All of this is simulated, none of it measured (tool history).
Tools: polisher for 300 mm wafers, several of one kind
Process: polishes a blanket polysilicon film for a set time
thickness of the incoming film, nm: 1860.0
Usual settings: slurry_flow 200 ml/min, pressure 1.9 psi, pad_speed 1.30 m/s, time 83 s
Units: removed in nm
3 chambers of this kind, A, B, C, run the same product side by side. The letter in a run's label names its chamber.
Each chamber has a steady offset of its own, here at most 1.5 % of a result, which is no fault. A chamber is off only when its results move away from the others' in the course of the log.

run   hour  slurry_flow  pressure  pad_speed  time  removed
 1B    9.4          200       1.9       1.30    83   722.79
 2A   19.8          200       1.9       1.30    83   685.76
      22.0  -- chamber C: worn pad replaced by a new one
 3C   33.1          200       1.9       1.30    83   692.65
 4A   42.2          200       1.9       1.30    83   699.34
 5B   49.5          200       1.9       1.30    83   704.27
 6C   57.3          200       1.9       1.30    83   700.26
 7B   68.0          200       1.9       1.30    83   705.19
 8A   82.5          200       1.9       1.30    83   689.24
 9C   93.4          200       1.9       1.30    83   699.77
10A  108.3          200       1.9       1.16    83   629.31
     109.4  -- chamber C: worn pad replaced by a new one
     119.8  -- chamber A: worn pad replaced by a new one
11C  120.3          200       1.9       1.16    83   628.95
12B  128.9          200       1.9       1.16    83   641.44
13B  142.8          200       1.9       1.30    83   703.50
     147.2  -- chamber C: head pressure recalibrated
14C  153.9          200       1.9       1.30    83   712.48
15A  166.0          200       1.3       1.30    83   478.55
16B  174.6          200       1.3       1.30    83   475.23
17A  185.1          200       1.3       1.30    83   471.72
18C  193.0          200       1.9       1.30    83   700.65
19A  201.3          200       1.9       1.30    83   704.90
     207.0  -- chamber C: worn pad replaced by a new one
20B  216.0          200       1.9       1.30    83   677.97
21C  225.3          200       1.9       1.30    83   710.10
22C  237.5          200       1.9       1.30    83   706.90
     249.5  -- chamber A: slurry nozzle cleaned
23A  252.9          200       1.9       1.30    83   701.12
24B  260.6          200       1.9       1.30    83   677.19
     263.7  -- chamber A: worn pad replaced by a new one
25A  268.8          170       1.9       1.30    83   686.08
26B  279.3          170       1.9       1.30    83   658.63
27C  289.4          170       1.9       1.30    83   685.29
     289.6  -- chamber C: worn pad replaced by a new one
28C  300.9          200       1.9       1.30    83   719.72
29B  313.8          200       1.9       1.30    83   653.41

All 3 chambers run these settings next. Forecast each chamber's results:
30A  325.1          200       1.6       1.30    83        ?
30B  325.1          200       1.6       1.30    83        ?
30C  325.1          200       1.6       1.30    83        ?

run  removed
30A   586.85
30B   552.26
30C   598.50
